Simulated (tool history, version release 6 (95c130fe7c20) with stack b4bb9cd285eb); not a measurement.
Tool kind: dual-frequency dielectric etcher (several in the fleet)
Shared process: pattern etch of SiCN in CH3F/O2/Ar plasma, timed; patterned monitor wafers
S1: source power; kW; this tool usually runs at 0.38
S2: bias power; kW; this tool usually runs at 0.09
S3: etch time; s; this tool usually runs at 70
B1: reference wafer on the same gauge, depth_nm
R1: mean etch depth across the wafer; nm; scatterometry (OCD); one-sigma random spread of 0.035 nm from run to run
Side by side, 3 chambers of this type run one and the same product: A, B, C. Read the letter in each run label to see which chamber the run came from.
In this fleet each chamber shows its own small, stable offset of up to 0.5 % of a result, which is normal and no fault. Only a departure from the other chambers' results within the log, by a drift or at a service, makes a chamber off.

At hour 2.4: chamber A: wet clean of the chamber.
Run 1A, hour 10.9: usual settings; B1 28.392. Result: R1 27.952 nm.
Run 2B, hour 22.4: usual settings; B1 28.389. Result: R1 28.061 nm.
Run 3C, hour 30.1: usual settings; B1 28.381. Result: R1 28.068 nm.
At hour 37.8: chamber B: wet clean of the chamber.
Run 4B, hour 43.4: usual settings; B1 28.369. Result: R1 28.085 nm.
Run 5A, hour 53.8: usual settings but S1 0.32 kW, S3 84.5 s; B1 28.376. Result: R1 31.657 nm.
Run 6C, hour 62.7: usual settings but S1 0.32 kW, S3 84.5 s; B1 28.368. Result: R1 31.831 nm.
Run 7A, hour 74.6: usual settings but S1 0.32 kW, S3 84.5 s; B1 28.347. Result: R1 31.685 nm.
Run 8B, hour 88: usual settings but S1 0.47 kW, S3 83 s; B1 28.345. Result: R1 35.998 nm.
Run 9C, hour 100: usual settings but S1 0.47 kW, S3 83 s; B1 28.34. Result: R1 35.921 nm.
Run 10C, hour 111.7: usual settings but S1 0.47 kW, S3 83 s; B1 28.326. Result: R1 35.938 nm.
Run 11B, hour 118.8: usual settings but S3 58.5 s; B1 28.328. Result: R1 23.428 nm.
Run 12A, hour 124.9: usual settings but S3 58.5 s; B1 28.321. Result: R1 23.353 nm.
Run 13A, hour 133.8: usual settings but S3 58.5 s; B1 28.312. Result: R1 23.329 nm.
Run 14B, hour 144.1: usual settings; B1 28.309. Result: R1 28.038 nm.
Run 15C, hour 154.8: usual settings; B1 28.304. Result: R1 28.106 nm.
At hour 164.1: chamber C: source power generator calibrated.
Run 16B, hour 165.7: usual settings; B1 28.297. Result: R1 28.013 nm.
Run 17C, hour 172.2: usual settings; B1 28.296. Result: R1 27.981 nm.
Run 18A, hour 184.1: usual settings but S2 0.077 kW, S3 81.5 s; B1 28.294. Result: R1 30.759 nm.
Run 19B, hour 190.3: usual settings but S2 0.077 kW, S3 81.5 s; B1 28.278. Result: R1 30.762 nm.
Run 20A, hour 201.5: usual settings but S2 0.077 kW, S3 81.5 s; B1 28.275. Result: R1 30.614 nm.
Run 21C, hour 207.5: usual settings; B1 28.275. Result: R1 27.939 nm.
Run 22B, hour 219.8: usual settings but S1 0.46 kW, S3 63.5 s; B1 28.268. Result: R1 27.26 nm.
Run 23A, hour 226.3: usual settings but S1 0.46 kW, S3 63.5 s; B1 28.26. Result: R1 27.067 nm.

Has any chamber moved away from the others, gradually or after a service, or does the common gauge drift, or do the chambers differ only by their own small steady offsets? State the chamber and the most likely cause if one applies.

None of the chambers is off. What moves is the gauge, dragging all their readings along together.
Cause: gauge reads low (%) = 0.529.
